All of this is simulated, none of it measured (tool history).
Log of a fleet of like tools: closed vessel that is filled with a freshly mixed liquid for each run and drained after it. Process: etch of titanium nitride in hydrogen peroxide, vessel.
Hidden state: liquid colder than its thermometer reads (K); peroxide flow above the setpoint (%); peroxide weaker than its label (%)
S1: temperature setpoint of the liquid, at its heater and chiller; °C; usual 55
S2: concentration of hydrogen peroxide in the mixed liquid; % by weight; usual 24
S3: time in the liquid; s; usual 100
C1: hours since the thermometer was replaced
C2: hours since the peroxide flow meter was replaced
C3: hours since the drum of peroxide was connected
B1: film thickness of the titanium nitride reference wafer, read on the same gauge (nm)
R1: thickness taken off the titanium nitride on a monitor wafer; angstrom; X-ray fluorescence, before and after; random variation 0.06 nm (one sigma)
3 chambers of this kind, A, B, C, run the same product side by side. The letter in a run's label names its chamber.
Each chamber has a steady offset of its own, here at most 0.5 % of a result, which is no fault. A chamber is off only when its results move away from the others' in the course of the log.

run,hour,S1,S2,S3,C1,C2,C3,B1,R1
# hour 1.2: chamber B: peroxide flow meter replaced
1A,7.3,55,24,100,1906.9,297.3,124.2,140,63.009
2C,13.5,55,24,100,938.1,518.9,68,140,62.096
3B,21.3,55,24,100,1042,20.1,440,139.99,62.814
4C,26,55,24,100,950.6,531.4,80.5,140.02,62.157
5A,29.9,55,30,100,1929.5,319.9,146.8,139.95,63.975
6B,37.5,55,30,100,1058.2,36.3,456.2,139.99,64.833
7B,45,55,30,100,1065.7,43.8,463.7,140,65.536
8A,51.6,55,24,100,1951.2,341.6,168.5,139.91,62.123
9C,56.7,55,24,100,981.3,562.1,111.2,140,63.144
10A,60.4,55,24,100,1960,350.4,177.3,140.01,63.229
11B,64.2,58,24,80,1084.9,63,482.9,140.01,60.979
12C,68.7,58,24,80,993.3,574.1,123.2,140.03,60.766
13C,74.1,58,24,80,998.7,579.5,128.6,140,61.48
14A,79.1,55,24,100,1978.7,369.1,196,140.02,61.988
15B,85.6,55,24,100,1106.3,84.4,504.3,139.93,61.444
16C,90.7,55,24,100,1015.3,596.1,145.2,140.01,62.908
17A,94.6,55,24,100,1994.2,384.6,211.5,140,62.934
# hour 102.3: chamber B: thermometer replaced
18B,102.5,55,24,100,0.3,101.3,521.2,140,62.55
19C,110.3,55,24,100,1034.9,615.7,164.8,140,62.894
20B,116.4,55,24,100,14.2,115.2,535.1,140.04,62.256
21A,120.2,55,24,100,2019.8,410.2,237.1,139.99,63.102
22A,124,55,24,100,2023.6,414,240.9,140.04,62.505
23C,129.4,55,24,100,1054,634.8,183.9,139.98,61.477
24B,136.5,55,24,100,34.3,135.3,555.2,139.97,62.166
25C,142,55,24,100,1066.6,647.4,196.5,140.01,62.519
26B,149.8,55,24,100,47.6,148.6,568.5,139.96,62.455
27A,156,55,24,100,2055.6,446,272.9,140.02,62.598
28B,160.7,55,24,100,58.5,159.5,579.4,140.02,61.165
29A,165.8,55,24,100,2065.4,455.8,282.7,140,61.563
30C,169.4,55,24,100,1094,674.8,223.9,139.99,61.76

Next, every chamber runs the same settings. What will each give?
31A,175.1,55,24,100,,,,,?
31B,175.1,55,24,100,,,,,?
31C,175.1,55,24,100,,,,,?

run,R1
31A,62.457
31B,62.673
31C,61.353
